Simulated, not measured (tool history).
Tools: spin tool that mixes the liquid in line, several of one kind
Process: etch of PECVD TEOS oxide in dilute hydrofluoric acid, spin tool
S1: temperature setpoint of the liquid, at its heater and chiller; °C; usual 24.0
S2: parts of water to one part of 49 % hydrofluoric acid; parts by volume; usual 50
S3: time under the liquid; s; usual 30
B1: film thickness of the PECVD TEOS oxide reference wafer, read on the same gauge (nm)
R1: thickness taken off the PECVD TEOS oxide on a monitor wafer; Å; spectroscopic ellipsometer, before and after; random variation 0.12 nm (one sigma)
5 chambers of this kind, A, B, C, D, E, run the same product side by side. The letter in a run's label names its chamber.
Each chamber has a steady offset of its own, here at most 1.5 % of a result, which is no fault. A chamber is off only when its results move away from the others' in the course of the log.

Run 1E, day 0.283: usual settings; B1 80.017. Result: R1 127.68 Å.
Run 2D, day 0.517: usual settings; B1 79.978. Result: R1 129.43 Å.
At day 0.700: chamber D: hydrofluoric acid flow meter replaced.
Run 3C, day 0.842: usual settings; B1 79.976. Result: R1 127.11 Å.
Run 4B, day 1.138: usual settings; B1 80.050. Result: R1 130.30 Å.
Run 5A, day 1.438: usual settings but S1 29.0 °C, S3 40 s; B1 80.038. Result: R1 210.42 Å.
Run 6A, day 1.621: usual settings but S1 29.0 °C, S3 40 s; B1 79.972. Result: R1 211.10 Å.
Run 7E, day 1.850: usual settings but S1 29.0 °C, S3 40 s; B1 79.962. Result: R1 211.32 Å.
Run 8D, day 2.104: usual settings but S1 29.0 °C, S3 40 s; B1 79.994. Result: R1 208.30 Å.
Run 9B, day 2.421: usual settings but S1 29.0 °C, S3 40 s; B1 80.013. Result: R1 212.92 Å.
Run 10C, day 2.700: usual settings; B1 79.945. Result: R1 125.83 Å.
Run 11A, day 2.996: usual settings but S1 27.5 °C, S2 70 parts by volume; B1 79.989. Result: R1 101.41 Å.
Run 12B, day 3.146: usual settings but S1 27.5 °C, S2 70 parts by volume; B1 80.016. Result: R1 102.29 Å.
Run 13C, day 3.292: usual settings but S1 27.5 °C, S2 70 parts by volume; B1 79.970. Result: R1 103.33 Å.
Run 14E, day 3.596: usual settings but S1 27.5 °C, S2 70 parts by volume; B1 80.011. Result: R1 104.09 Å.
Run 15D, day 3.892: usual settings but S1 27.5 °C, S2 70 parts by volume; B1 80.043. Result: R1 103.44 Å.
Run 16C, day 4.042: usual settings; B1 79.969. Result: R1 128.61 Å.
Run 17E, day 4.250: usual settings; B1 80.020. Result: R1 131.01 Å.
At day 4.433: chamber C: hydrofluoric acid flow meter replaced.
Run 18A, day 4.529: usual settings; B1 80.042. Result: R1 128.47 Å.
At day 4.654: chamber B: hydrofluoric acid flow meter replaced.
Run 19D, day 4.671: usual settings; B1 80.009. Result: R1 127.35 Å.
Run 20B, day 4.908: usual settings but S1 27.5 °C, S3 35 s; B1 80.044. Result: R1 174.70 Å.
Run 21D, day 5.100: usual settings but S1 27.5 °C, S3 35 s; B1 80.012. Result: R1 175.96 Å.
Run 22C, day 5.362: usual settings but S1 27.5 °C, S3 35 s; B1 79.996. Result: R1 172.81 Å.
Run 23A, day 5.550: usual settings but S1 27.5 °C, S3 35 s; B1 79.934. Result: R1 174.97 Å.
Run 24B, day 5.746: usual settings but S1 27.5 °C, S3 35 s; B1 80.016. Result: R1 174.07 Å.
Run 25E, day 6.033: usual settings; B1 80.024. Result: R1 130.63 Å.
Run 26B, day 6.342: usual settings; B1 80.003. Result: R1 131.32 Å.
Run 27D, day 6.508: usual settings; B1 79.975. Result: R1 130.01 Å.
Run 28C, day 6.662: usual settings; B1 79.977. Result: R1 125.64 Å.
Run 29A, day 6.925: usual settings; B1 80.036. Result: R1 130.26 Å.
Run 30E, day 7.225: usual settings; B1 80.014. Result: R1 130.13 Å.
Run 31A, day 7.546: usual settings; B1 79.948. Result: R1 128.67 Å.
Run 32D, day 7.854: usual settings; B1 80.021. Result: R1 126.11 Å.
Run 33B, day 8.108: usual settings; B1 80.004. Result: R1 128.69 Å.
Run 34C, day 8.354: usual settings; B1 80.035. Result: R1 127.14 Å.
Run 35E, day 8.496: usual settings but S1 26.5 °C; B1 80.008. Result: R1 143.77 Å.
Run 36D, day 8.771: usual settings but S1 26.5 °C; B1 80.048. Result: R1 141.30 Å.

Is one chamber off against the others, does the gauge drift, or is nothing wrong? If a chamber is off, say which, and what the likeliest cause is.

No chamber stands off beyond its own small offset, and the gauge holds steady.

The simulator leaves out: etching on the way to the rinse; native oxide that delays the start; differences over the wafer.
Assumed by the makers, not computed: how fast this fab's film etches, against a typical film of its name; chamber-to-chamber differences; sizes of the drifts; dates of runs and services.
